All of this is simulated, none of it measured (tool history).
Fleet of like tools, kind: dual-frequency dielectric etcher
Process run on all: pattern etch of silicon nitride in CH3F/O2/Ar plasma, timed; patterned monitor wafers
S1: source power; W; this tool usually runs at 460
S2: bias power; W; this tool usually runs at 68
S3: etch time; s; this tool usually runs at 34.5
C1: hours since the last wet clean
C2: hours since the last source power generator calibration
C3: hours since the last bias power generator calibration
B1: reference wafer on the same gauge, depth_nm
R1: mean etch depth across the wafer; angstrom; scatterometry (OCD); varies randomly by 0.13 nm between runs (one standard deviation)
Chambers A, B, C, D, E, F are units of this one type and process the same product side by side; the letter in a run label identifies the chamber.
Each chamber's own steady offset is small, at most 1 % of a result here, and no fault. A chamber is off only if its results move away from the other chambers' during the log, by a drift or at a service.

run	hour	S1	S2	S3	C1	C2	C3	B1	R1
# hour 8.9: chamber C: bias power generator calibrated
1F	10.8	460	68	34.5	383.8	2356	1227.2	29.625	252.63
# hour 19.9: chamber C: source power generator calibrated
2E	25.5	460	68	34.5	186.4	3243.1	743.3	29.623	249.03
3A	35.8	460	68	34.5	233.8	3617.8	2213.4	29.617	247.64
4D	50.1	460	68	34.5	209	1706.6	2445.3	29.586	249.29
5C	65.5	460	68	34.5	179.7	45.7	56.6	29.59	252.64
6B	73.1	460	68	34.5	431.8	435.8	1995.6	29.555	248.91
7F	86	460	68	34.5	459	2431.2	1302.4	29.596	254.22
8A	93.8	460	68	34.5	291.8	3675.8	2271.4	29.604	248.75
9D	105.2	460	68	34.5	264.1	1761.7	2500.4	29.562	247.19
10C	115.1	460	68	34.5	229.3	95.3	106.2	29.621	250.42
11B	125.8	460	68	34.5	484.5	488.5	2048.3	29.598	245.93
12E	132.5	460	68	34.5	293.4	3350.1	850.3	29.582	250.55
13C	146.6	460	68	34.5	260.8	126.8	137.7	29.594	248.22
# hour 158.2: chamber F: wet clean of the chamber
14E	161.5	510	52	34.5	322.4	3379.1	879.3	29.603	238.03
15D	172.6	510	52	34.5	331.5	1829.1	2567.8	29.598	237.28
# hour 177.4: chamber B: wet clean of the chamber
16F	180.8	510	52	34.5	22.6	2526	1397.2	29.594	238.42
# hour 185.3: chamber A: wet clean of the chamber
17B	189.2	510	52	34.5	11.8	551.9	2111.7	29.56	238.02
18A	200.1	510	52	34.5	14.8	3782.1	2377.7	29.579	243.96
19A	215.5	510	52	34.5	30.2	3797.5	2393.1	29.642	243.43
20B	226.8	460	68	34.5	49.4	589.5	2149.3	29.577	247.9
21F	240	460	68	34.5	81.8	2585.2	1456.4	29.587	250.83
# hour 246.9: chamber E: wet clean of the chamber
22D	253.8	460	68	34.5	412.7	1910.3	2649	29.568	248.48
23E	263.3	460	68	34.5	16.5	3480.9	981.1	29.58	247.61
# hour 276.5: chamber E: source power generator calibrated
24C	276.9	460	68	34.5	391.1	257.1	268	29.619	251.04
25D	289.4	460	68	34.5	448.3	1945.9	2684.6	29.613	246.61
26B	297.5	460	68	34.5	120.1	660.2	2220	29.619	247.66
27F	310.7	460	68	34.5	152.5	2655.9	1527.1	29.642	252.09
28C	320.9	460	68	34.5	435.1	301.1	312	29.622	251.83
29A	328.1	460	68	34.5	142.8	3910.1	2505.7	29.623	257.36
30E	343.1	460	68	34.5	96.3	66.7	1060.9	29.575	250.73
31E	352.5	570	57	34.5	105.7	76.1	1070.3	29.585	256.34
32B	360.5	570	57	34.5	183.1	723.2	2283	29.589	253.39
33A	373.3	570	57	34.5	188	3955.3	2550.9	29.599	262.42
34F	380.3	570	57	34.5	222.1	2725.5	1596.7	29.58	261.71
35D	387.3	570	57	34.5	546.2	2043.8	2782.5	29.579	252.56
36C	400.3	570	57	34.5	514.5	380.5	391.4	29.584	258.16
37A	408.2	460	68	34.5	222.9	3990.2	2585.8	29.611	257.81
38C	417.9	460	68	34.5	532.1	398.1	409	29.619	250.64
39B	425	460	68	34.5	247.6	787.7	2347.5	29.575	244.88
# hour 426.7: chamber D: wet clean of the chamber
40D	439	460	68	34.5	12.3	2095.5	2834.2	29.631	248.31
41E	450.5	460	63	24.5	203.7	174.1	1168.3	29.588	172.12

Predict what each chamber gives when all 6 of them run the settings below next.
42A	461.4	460	68	34.5					?
42B	461.4	460	68	34.5					?
42C	461.4	460	68	34.5					?
42D	461.4	460	68	34.5					?
42E	461.4	460	68	34.5					?
42F	461.4	460	68	34.5					?

run	R1
42A	256.85
42B	249.27
42C	248.87
42D	247.69
42E	246.1
42F	252.24
